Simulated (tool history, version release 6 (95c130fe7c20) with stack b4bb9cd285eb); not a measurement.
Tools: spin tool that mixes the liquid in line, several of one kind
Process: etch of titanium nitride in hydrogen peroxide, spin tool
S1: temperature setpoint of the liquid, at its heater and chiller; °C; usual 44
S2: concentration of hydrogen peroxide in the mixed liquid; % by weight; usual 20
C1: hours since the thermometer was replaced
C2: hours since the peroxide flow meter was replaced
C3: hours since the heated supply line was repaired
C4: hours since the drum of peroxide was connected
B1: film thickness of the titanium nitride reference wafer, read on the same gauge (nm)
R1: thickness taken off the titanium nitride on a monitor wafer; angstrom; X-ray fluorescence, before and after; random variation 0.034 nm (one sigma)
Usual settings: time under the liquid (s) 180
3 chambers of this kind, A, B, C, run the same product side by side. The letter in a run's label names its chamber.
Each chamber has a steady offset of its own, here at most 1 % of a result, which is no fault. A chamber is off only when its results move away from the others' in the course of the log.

Run 1A, day 0.633: usual settings; C1 1029.5; C2 841.1; C3 3903.1; C4 274.0; B1 119.99. Result: R1 54.486 angstrom.
Run 2C, day 1.150: usual settings; C1 1147.9; C2 1663.6; C3 779.4; C4 265.9; B1 120.01. Result: R1 55.023 angstrom.
Run 3B, day 1.750: usual settings; C1 1359.3; C2 437.8; C3 1006.4; C4 61.1; B1 119.98. Result: R1 55.273 angstrom.
Run 4C, day 2.121: usual settings; C1 1171.2; C2 1686.9; C3 802.7; C4 289.2; B1 120.00. Result: R1 55.511 angstrom.
Run 5A, day 2.646: usual settings; C1 1077.8; C2 889.4; C3 3951.4; C4 322.3; B1 120.01. Result: R1 54.926 angstrom.
Run 6B, day 3.046: usual settings; C1 1390.4; C2 468.9; C3 1037.5; C4 92.2; B1 120.02. Result: R1 55.269 angstrom.
At day 3.158: chamber A: heated supply line repaired.
Run 7B, day 3.588: usual settings but time under the liquid (s) 95; C1 1403.4; C2 481.9; C3 1050.5; C4 105.2; B1 120.02. Result: R1 29.036 angstrom.
Run 8A, day 4.246: usual settings but time under the liquid (s) 95; C1 1116.2; C2 927.8; C3 26.2; C4 360.7; B1 120.04. Result: R1 28.985 angstrom.
Run 9C, day 4.621: usual settings but time under the liquid (s) 95; C1 1231.2; C2 1746.9; C3 862.7; C4 349.2; B1 120.00. Result: R1 29.186 angstrom.
At day 4.729: chamber B: peroxide flow meter replaced.
Run 10A, day 5.000: usual settings; C1 1134.3; C2 945.9; C3 44.3; C4 378.8; B1 120.00. Result: R1 54.635 angstrom.
Run 11C, day 5.429: usual settings; C1 1250.6; C2 1766.3; C3 882.1; C4 368.6; B1 119.99. Result: R1 55.110 angstrom.
Run 12B, day 6.050: usual settings; C1 1462.5; C2 31.7; C3 1109.6; C4 164.3; B1 120.00. Result: R1 55.105 angstrom.
At day 6.408: chamber C: peroxide flow meter replaced.
Run 13C, day 6.667: usual settings; C1 1280.3; C2 6.3; C3 911.8; C4 398.3; B1 120.00. Result: R1 55.251 angstrom.
Run 14A, day 7.204: usual settings; C1 1187.2; C2 998.8; C3 97.2; C4 431.7; B1 119.99. Result: R1 54.927 angstrom.
Run 15B, day 7.500: usual settings; C1 1497.3; C2 66.5; C3 1144.4; C4 199.1; B1 120.01. Result: R1 55.028 angstrom.
Run 16B, day 7.979: usual settings; C1 1508.8; C2 78.0; C3 1155.9; C4 210.6; B1 120.00. Result: R1 55.167 angstrom.
Run 17C, day 8.488: usual settings but time under the liquid (s) 115; C1 1324.0; C2 50.0; C3 955.5; C4 442.0; B1 120.01. Result: R1 35.639 angstrom.
At day 8.654: chamber A: peroxide flow meter replaced.
Run 18A, day 8.812: usual settings but time under the liquid (s) 115; C1 1225.8; C2 3.9; C3 135.8; C4 470.3; B1 119.99. Result: R1 35.202 angstrom.
Run 19A, day 9.208: usual settings but time under the liquid (s) 115; C1 1235.3; C2 13.4; C3 145.3; C4 479.8; B1 119.99. Result: R1 34.981 angstrom.
Run 20C, day 9.812: usual settings; C1 1355.8; C2 81.8; C3 987.3; C4 473.8; B1 120.01. Result: R1 55.668 angstrom.
At day 10.054: chamber C: heated supply line repaired.
Run 21B, day 10.212: usual settings; C1 1562.4; C2 131.6; C3 1209.5; C4 264.2; B1 120.02. Result: R1 54.869 angstrom.
Run 22C, day 10.658: usual settings; C1 1376.1; C2 102.1; C3 14.6; C4 494.1; B1 120.01. Result: R1 55.302 angstrom.
Run 23A, day 11.158: usual settings; C1 1282.1; C2 60.2; C3 192.1; C4 526.6; B1 120.03. Result: R1 54.994 angstrom.
Run 24B, day 11.458: usual settings; C1 1592.3; C2 161.5; C3 1239.4; C4 294.1; B1 120.00. Result: R1 54.814 angstrom.

Is one chamber off against the others, does the gauge drift, or is nothing wrong? If a chamber is off, say which, and what the likeliest cause is.

No chamber stands off beyond its own small offset, and the gauge holds steady.
